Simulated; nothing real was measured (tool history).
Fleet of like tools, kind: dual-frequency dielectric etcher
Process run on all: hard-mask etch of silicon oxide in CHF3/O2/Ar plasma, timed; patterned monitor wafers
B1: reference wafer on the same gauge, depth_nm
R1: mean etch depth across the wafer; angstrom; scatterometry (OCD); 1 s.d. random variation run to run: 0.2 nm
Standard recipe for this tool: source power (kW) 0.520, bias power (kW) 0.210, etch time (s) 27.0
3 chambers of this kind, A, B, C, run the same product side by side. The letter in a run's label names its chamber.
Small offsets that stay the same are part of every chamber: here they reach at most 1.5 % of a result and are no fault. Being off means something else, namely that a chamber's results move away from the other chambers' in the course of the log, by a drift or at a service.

{"run": "1A", "day": 0.154, "source power (kW)": 0.52, "bias power (kW)": 0.21, "etch time (s)": 27.0, "B1": 59.49, "R1": 530.78}
{"run": "2C", "day": 0.354, "source power (kW)": 0.52, "bias power (kW)": 0.21, "etch time (s)": 27.0, "B1": 59.519, "R1": 529.57}
{"run": "3B", "day": 0.583, "source power (kW)": 0.52, "bias power (kW)": 0.21, "etch time (s)": 27.0, "B1": 59.523, "R1": 533.21}
{"run": "4C", "day": 0.7, "source power (kW)": 0.52, "bias power (kW)": 0.21, "etch time (s)": 27.0, "B1": 59.461, "R1": 523.69}
{"run": "5B", "day": 0.879, "source power (kW)": 0.52, "bias power (kW)": 0.21, "etch time (s)": 27.0, "B1": 59.497, "R1": 533.19}
{"run": "6A", "day": 1.083, "source power (kW)": 0.52, "bias power (kW)": 0.21, "etch time (s)": 27.0, "B1": 59.544, "R1": 532.79}
{"run": "7B", "day": 1.258, "source power (kW)": 0.52, "bias power (kW)": 0.21, "etch time (s)": 27.0, "B1": 59.546, "R1": 534.85}
{"run": "8A", "day": 1.45, "source power (kW)": 0.52, "bias power (kW)": 0.21, "etch time (s)": 27.0, "B1": 59.51, "R1": 534.34}
{"run": "9C", "day": 1.692, "source power (kW)": 0.52, "bias power (kW)": 0.21, "etch time (s)": 23.5, "B1": 59.488, "R1": 457.68}
{"run": "10A", "day": 1.912, "source power (kW)": 0.52, "bias power (kW)": 0.21, "etch time (s)": 23.5, "B1": 59.533, "R1": 464.68}
{"run": "11C", "day": 2.062, "source power (kW)": 0.52, "bias power (kW)": 0.21, "etch time (s)": 23.5, "B1": 59.487, "R1": 459.04}
{"run": "12B", "day": 2.292, "source power (kW)": 0.52, "bias power (kW)": 0.21, "etch time (s)": 27.0, "B1": 59.495, "R1": 534.06}
{"run": "13A", "day": 2.421, "source power (kW)": 0.52, "bias power (kW)": 0.21, "etch time (s)": 27.0, "B1": 59.517, "R1": 530.49}
{"run": "14C", "day": 2.542, "source power (kW)": 0.52, "bias power (kW)": 0.21, "etch time (s)": 27.0, "B1": 59.538, "R1": 522.98}
{"run": "15B", "day": 2.779, "source power (kW)": 0.52, "bias power (kW)": 0.21, "etch time (s)": 27.0, "B1": 59.511, "R1": 531.28}
{"run": "16C", "day": 2.888, "source power (kW)": 0.52, "bias power (kW)": 0.21, "etch time (s)": 27.0, "B1": 59.46, "R1": 524.7}
{"run": "17A", "day": 3.075, "source power (kW)": 0.52, "bias power (kW)": 0.21, "etch time (s)": 27.0, "B1": 59.572, "R1": 534.02}
{"run": "18B", "day": 3.271, "source power (kW)": 0.52, "bias power (kW)": 0.21, "etch time (s)": 27.0, "B1": 59.496, "R1": 530.73}
{"run": "19A", "day": 3.488, "source power (kW)": 0.52, "bias power (kW)": 0.21, "etch time (s)": 27.0, "B1": 59.497, "R1": 534.7}
{"run": "20C", "day": 3.704, "source power (kW)": 0.52, "bias power (kW)": 0.21, "etch time (s)": 27.0, "B1": 59.516, "R1": 525.62}
{"run": "21B", "day": 3.867, "source power (kW)": 0.63, "bias power (kW)": 0.21, "etch time (s)": 33.5, "B1": 59.484, "R1": 715.01}
{"day": 3.875, "done": "chamber A: wet clean of the chamber"}
{"run": "22B", "day": 4.004, "source power (kW)": 0.63, "bias power (kW)": 0.21, "etch time (s)": 33.5, "B1": 59.502, "R1": 716.56}
{"run": "23A", "day": 4.225, "source power (kW)": 0.63, "bias power (kW)": 0.21, "etch time (s)": 33.5, "B1": 59.523, "R1": 695.84}
{"run": "24C", "day": 4.379, "source power (kW)": 0.52, "bias power (kW)": 0.21, "etch time (s)": 27.0, "B1": 59.485, "R1": 525.35}
{"run": "25C", "day": 4.525, "source power (kW)": 0.52, "bias power (kW)": 0.21, "etch time (s)": 27.0, "B1": 59.503, "R1": 528.94}
{"run": "26B", "day": 4.733, "source power (kW)": 0.52, "bias power (kW)": 0.21, "etch time (s)": 27.0, "B1": 59.456, "R1": 535.04}
{"run": "27A", "day": 4.9, "source power (kW)": 0.52, "bias power (kW)": 0.163, "etch time (s)": 34.5, "B1": 59.425, "R1": 609.51}
{"day": 5.033, "done": "chamber B: wet clean of the chamber"}
{"run": "28C", "day": 5.112, "source power (kW)": 0.52, "bias power (kW)": 0.163, "etch time (s)": 34.5, "B1": 59.536, "R1": 617.87}
{"run": "29B", "day": 5.358, "source power (kW)": 0.52, "bias power (kW)": 0.163, "etch time (s)": 34.5, "B1": 59.444, "R1": 626.3}
{"run": "30A", "day": 5.483, "source power (kW)": 0.52, "bias power (kW)": 0.21, "etch time (s)": 27.0, "B1": 59.487, "R1": 518.27}
{"run": "31B", "day": 5.596, "source power (kW)": 0.52, "bias power (kW)": 0.21, "etch time (s)": 27.0, "B1": 59.501, "R1": 535.67}
{"run": "32A", "day": 5.746, "source power (kW)": 0.59, "bias power (kW)": 0.21, "etch time (s)": 30.5, "B1": 59.537, "R1": 614.49}
{"run": "33C", "day": 5.988, "source power (kW)": 0.59, "bias power (kW)": 0.21, "etch time (s)": 30.5, "B1": 59.564, "R1": 623.83}
{"run": "34B", "day": 6.138, "source power (kW)": 0.59, "bias power (kW)": 0.21, "etch time (s)": 30.5, "B1": 59.545, "R1": 634.29}
{"run": "35A", "day": 6.3, "source power (kW)": 0.52, "bias power (kW)": 0.21, "etch time (s)": 27.0, "B1": 59.505, "R1": 518.16}
{"run": "36C", "day": 6.412, "source power (kW)": 0.52, "bias power (kW)": 0.21, "etch time (s)": 27.0, "B1": 59.494, "R1": 525.17}
{"run": "37B", "day": 6.642, "source power (kW)": 0.52, "bias power (kW)": 0.252, "etch time (s)": 21.0, "B1": 59.416, "R1": 441.84}
{"run": "38A", "day": 6.829, "source power (kW)": 0.52, "bias power (kW)": 0.252, "etch time (s)": 21.0, "B1": 59.515, "R1": 429.97}
{"run": "39C", "day": 7.021, "source power (kW)": 0.52, "bias power (kW)": 0.252, "etch time (s)": 21.0, "B1": 59.571, "R1": 436.92}
{"run": "40C", "day": 7.162, "source power (kW)": 0.63, "bias power (kW)": 0.21, "etch time (s)": 20.5, "B1": 59.519, "R1": 429.74}
{"run": "41A", "day": 7.271, "source power (kW)": 0.63, "bias power (kW)": 0.21, "etch time (s)": 20.5, "B1": 59.498, "R1": 423.09}
{"run": "42B", "day": 7.412, "source power (kW)": 0.63, "bias power (kW)": 0.21, "etch time (s)": 20.5, "B1": 59.53, "R1": 433.78}
{"run": "43A", "day": 7.646, "source power (kW)": 0.52, "bias power (kW)": 0.21, "etch time (s)": 27.0, "B1": 59.475, "R1": 521.65}
{"run": "44C", "day": 7.817, "source power (kW)": 0.52, "bias power (kW)": 0.21, "etch time (s)": 27.0, "B1": 59.503, "R1": 524.97}

All chambers now run identical settings, listed one chamber a line with results as question marks. What results will each chamber show?
{"run": "45A", "day": 7.996, "source power (kW)": 0.52, "bias power (kW)": 0.163, "etch time (s)": 27.0, "R1": "?"}
{"run": "45B", "day": 7.996, "source power (kW)": 0.52, "bias power (kW)": 0.163, "etch time (s)": 27.0, "R1": "?"}
{"run": "45C", "day": 7.996, "source power (kW)": 0.52, "bias power (kW)": 0.163, "etch time (s)": 27.0, "R1": "?"}

run=45A R1=475.75
run=45B R1=492.07
run=45C R1=484.78

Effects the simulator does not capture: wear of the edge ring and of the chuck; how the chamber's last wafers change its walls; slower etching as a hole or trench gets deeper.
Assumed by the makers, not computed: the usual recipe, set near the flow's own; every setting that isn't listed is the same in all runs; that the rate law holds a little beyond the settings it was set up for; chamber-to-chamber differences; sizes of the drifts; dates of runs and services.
